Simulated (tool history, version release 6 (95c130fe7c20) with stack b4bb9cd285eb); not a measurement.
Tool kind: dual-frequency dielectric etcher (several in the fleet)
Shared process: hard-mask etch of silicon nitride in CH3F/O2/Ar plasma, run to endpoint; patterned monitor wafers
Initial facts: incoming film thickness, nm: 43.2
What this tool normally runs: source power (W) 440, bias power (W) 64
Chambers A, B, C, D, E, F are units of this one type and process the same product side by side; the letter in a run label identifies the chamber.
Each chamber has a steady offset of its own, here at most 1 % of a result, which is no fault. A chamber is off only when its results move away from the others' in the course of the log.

run	hour	source power (W)	bias power (W)	hours since the last wet clean	hours since the last source power generator calibration	hours since the last bias power generator calibration	endpoint time (s)
1D	4.1	440	64	383.7	4034.5	990.1	62.015
2B	12.5	440	64	333.6	193.1	399.7	62.856
3A	16.7	440	64	318.3	2600.2	2002.9	62.504
4E	23.7	440	64	295	675.4	562.5	61.776
5F	30.8	480	57	38.3	2407.4	2322.7	63.502
# hour 33.6: chamber D: source power generator calibrated
6C	34.8	480	57	203.2	1563.5	1447.2	62.211
7A	43.3	480	57	344.9	2626.8	2029.5	63.024
8D	47.8	480	57	427.4	14.3	1033.8	62.413
9B	53.5	480	57	374.6	234.1	440.7	63.601
10E	59.7	480	57	331	711.4	598.5	63.167
11C	67.4	510	64	235.8	1596.1	1479.8	58.595
12F	75.4	510	64	82.9	2452	2367.3	59.919
13F	80.2	510	64	87.7	2456.8	2372.1	58.975
14A	86.5	510	64	388.1	2670	2072.7	60.043
15C	93.7	510	64	262.1	1622.4	1506.1	58.705
16D	101.9	510	64	481.5	68.4	1087.9	58.767
17B	107.9	350	52	429	288.5	495.1	73.185
18E	113	350	52	384.3	764.7	651.8	72.265
19D	118.1	350	52	497.7	84.6	1104.1	73.68
20E	125.8	350	52	397.1	777.5	664.6	73.816
21F	131.6	350	52	139.1	2508.2	2423.5	74.753
22C	138.5	350	52	306.9	1667.2	1550.9	73.857
23A	146.5	440	64	448.1	2730	2132.7	62.363
24B	154.6	440	64	475.7	335.2	541.8	63.237
# hour 158: chamber B: wet clean of the chamber
25D	159.1	440	64	538.7	125.6	1145.1	61.977
26F	166.1	440	64	173.6	2542.7	2458	63.575
# hour 169.9: chamber A: source power generator calibrated
27C	173.4	440	64	341.8	1702.1	1585.8	62.759
28E	179.5	440	64	450.8	831.2	718.3	62.62
29A	188	440	64	489.6	18.1	2174.2	63.138
30B	194.7	440	64	36.7	375.3	581.9	64.409
31C	198.7	440	64	367.1	1727.4	1611.1	61.846
32D	206.8	480	74	586.4	173.3	1192.8	57.99
33F	213	480	74	220.5	2589.6	2504.9	57.657
34E	217	480	74	488.3	868.7	755.8	57.676
35B	221.7	480	74	63.7	402.3	608.9	59.364
36A	228.3	480	74	529.9	58.4	2214.5	58.488
37B	232.6	480	74	74.6	413.2	619.8	58.886

Next, every chamber runs the same settings. What will each give?
38A	238.8	440	74				?
38B	238.8	440	74				?
38C	238.8	440	74				?
38D	238.8	440	74				?
38E	238.8	440	74				?
38F	238.8	440	74				?

run	endpoint time (s)
38A	59.672
38B	60.424
38C	59.142
38D	59.349
38E	60.247
38F	60.066
